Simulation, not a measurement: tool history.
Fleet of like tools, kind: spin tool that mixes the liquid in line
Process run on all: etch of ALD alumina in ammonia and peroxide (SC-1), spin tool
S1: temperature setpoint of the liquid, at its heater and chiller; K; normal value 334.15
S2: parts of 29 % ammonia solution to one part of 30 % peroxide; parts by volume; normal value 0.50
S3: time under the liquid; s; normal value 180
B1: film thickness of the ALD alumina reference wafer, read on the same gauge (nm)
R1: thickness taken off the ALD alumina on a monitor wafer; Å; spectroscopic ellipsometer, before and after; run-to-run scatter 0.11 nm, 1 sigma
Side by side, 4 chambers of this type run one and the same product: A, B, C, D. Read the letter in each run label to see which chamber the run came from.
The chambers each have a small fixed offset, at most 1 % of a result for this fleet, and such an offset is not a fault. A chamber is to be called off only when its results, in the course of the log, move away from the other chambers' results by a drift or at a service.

run	hour	S1	S2	S3	B1	R1
1A	9.3	334.15	0.50	180	60.018	144.04
2B	17.8	334.15	0.50	180	60.011	146.79
3C	28.8	334.15	0.50	180	59.990	142.75
4D	37.8	334.15	0.50	180	59.996	146.81
# hour 38.9: chamber C: new drum of ammonia solution connected
5D	50.8	334.15	0.50	180	60.028	144.82
6A	58.4	334.15	0.50	180	60.029	142.87
7C	73.4	334.15	0.50	180	59.975	147.96
8B	82.4	334.15	0.50	180	60.028	145.85
9D	93.9	334.15	0.50	180	60.015	147.90
10A	103.9	334.15	0.35	135	59.997	105.63
11C	116.0	334.15	0.35	135	59.994	106.63
12B	127.1	334.15	0.35	135	60.037	106.06
13B	133.7	334.15	0.35	135	60.001	105.05
14C	144.0	334.15	0.50	180	59.977	146.46
# hour 146.4: chamber B: new drum of ammonia solution connected
15A	154.4	334.15	0.50	180	59.994	147.65
# hour 159.4: chamber D: thermometer replaced
16D	164.5	334.15	0.50	180	60.017	144.79
# hour 167.7: chamber A: new drum of ammonia solution connected
17C	172.6	334.15	0.50	180	60.009	144.37
18B	186.9	327.65	0.70	180	60.007	107.86
19A	199.3	327.65	0.70	180	60.008	106.48
20D	209.8	327.65	0.70	180	59.985	108.23
21B	224.0	327.65	0.70	180	60.009	106.52
# hour 224.2: chamber C: new drum of ammonia solution connected
22D	234.3	334.15	0.50	180	60.003	146.71
23A	243.6	334.15	0.50	180	59.997	145.18
24C	257.6	334.15	0.65	245	60.000	202.81
25A	270.9	334.15	0.65	245	59.959	201.43
26C	278.8	334.15	0.65	245	60.005	204.04
27B	291.9	334.15	0.65	245	59.984	205.07
# hour 295.0: chamber D: new drum of ammonia solution connected
28D	305.7	334.15	0.50	180	60.023	147.85
29B	316.3	334.15	0.50	180	59.968	145.81
30A	327.6	334.15	0.50	180	60.008	145.04

Predict what each chamber gives when all 4 of them run the settings below next.
31A	338.5	334.15	0.70	180		?
31B	338.5	334.15	0.70	180		?
31C	338.5	334.15	0.70	180		?
31D	338.5	334.15	0.70	180		?

run	R1
31A	150.72
31B	152.61
31C	150.42
31D	151.43
